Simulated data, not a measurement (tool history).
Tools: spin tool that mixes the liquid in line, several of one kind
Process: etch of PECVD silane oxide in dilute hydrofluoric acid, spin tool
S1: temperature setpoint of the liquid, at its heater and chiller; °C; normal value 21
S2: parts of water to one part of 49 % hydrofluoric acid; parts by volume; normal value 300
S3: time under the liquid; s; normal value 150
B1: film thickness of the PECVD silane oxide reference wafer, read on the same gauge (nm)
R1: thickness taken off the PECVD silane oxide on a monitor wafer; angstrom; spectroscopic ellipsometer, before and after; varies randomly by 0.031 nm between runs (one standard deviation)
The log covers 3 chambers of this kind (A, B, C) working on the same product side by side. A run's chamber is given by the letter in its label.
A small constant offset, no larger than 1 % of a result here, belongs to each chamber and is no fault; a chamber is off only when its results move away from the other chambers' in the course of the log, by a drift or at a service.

Run 1B, hour 10.5: usual settings; B1 49.99. Result: R1 53.909 angstrom.
Run 2C, hour 20.6: usual settings; B1 49.982. Result: R1 53.637 angstrom.
Run 3A, hour 32.4: usual settings; B1 49.994. Result: R1 54.494 angstrom.
Run 4A, hour 39.7: usual settings; B1 49.974. Result: R1 54.615 angstrom.
Run 5B, hour 53.5: usual settings; B1 50.045. Result: R1 54.607 angstrom.
Run 6C, hour 63: usual settings; B1 50.02. Result: R1 53.827 angstrom.
Run 7C, hour 73.3: usual settings; B1 49.987. Result: R1 54.466 angstrom.
Run 8A, hour 84.1: usual settings; B1 50.035. Result: R1 54.638 angstrom.
Run 9B, hour 91.2: usual settings but S1 23.5 °C; B1 49.988. Result: R1 59.655 angstrom.
Run 10A, hour 103.6: usual settings but S1 23.5 °C; B1 50.01. Result: R1 60.103 angstrom.
Run 11B, hour 115: usual settings but S1 23.5 °C; B1 50.003. Result: R1 59.9 angstrom.
Run 12C, hour 121.4: usual settings; B1 49.945. Result: R1 54.235 angstrom.
Run 13B, hour 134.1: usual settings; B1 50.006. Result: R1 54.937 angstrom.
Run 14A, hour 145.9: usual settings; B1 50.026. Result: R1 54.591 angstrom.
Run 15C, hour 154.3: usual settings; B1 49.981. Result: R1 54.276 angstrom.
At hour 159.8: chamber B: thermometer replaced.
Run 16C, hour 168: usual settings; B1 49.988. Result: R1 54.183 angstrom.
Run 17B, hour 176.1: usual settings; B1 50.001. Result: R1 55.693 angstrom.
Run 18A, hour 190.3: usual settings; B1 50.017. Result: R1 55.388 angstrom.
Run 19A, hour 200.8: usual settings; B1 50.015. Result: R1 54.568 angstrom.
At hour 202.1: chamber C: hydrofluoric acid flow meter replaced.
Run 20C, hour 209.9: usual settings but S1 25 °C, S2 240 parts by volume; B1 50.019. Result: R1 83.795 angstrom.
Run 21B, hour 223.1: usual settings but S1 25 °C, S2 240 parts by volume; B1 49.993. Result: R1 85.849 angstrom.
Run 22C, hour 234.8: usual settings but S1 25 °C, S2 240 parts by volume; B1 50.032. Result: R1 82.917 angstrom.
Run 23A, hour 246.6: usual settings; B1 49.95. Result: R1 54.792 angstrom.
Run 24B, hour 261.4: usual settings; B1 49.998. Result: R1 56.646 angstrom.

Decide between three cases: one chamber stands off from its peers, the gauge reading all wafers drifts, or nothing is wrong past each chamber's small offset. Where a chamber is off, say which and what most likely put it there.

Little by little, chamber B moves away from the other chambers.
Most likely cause: hydrofluoric acid flow above the setpoint (%) = 3.95.

Which of the 4 candidates below, each the usual settings with something changed and its results left as question marks, puts chamber B back in line with what the other chambers give on the usual settings?
In line means no further than this from the other chambers' mean on the usual settings: R1 1.1 angstrom
Run 25B-1, hour 272.1: usual settings but S2 310 parts by volume. Result: R1 ?.
Run 25B-2, hour 272.1: usual settings but S2 280 parts by volume. Result: R1 ?.
Run 25B-3, hour 272.1: usual settings but S2 290 parts by volume. Result: R1 ?.
Run 25B-4, hour 272.1: usual settings but S2 320 parts by volume. Result: R1 ?.

Average result of the remaining chambers running the usual settings: R1 54.429 angstrom
  run      R1
25B-1  54.629
25B-2  62.184
25B-3   59.48
25B-4  52.445
25B-1 is the one that brings the chamber's results back in line with the other chambers.
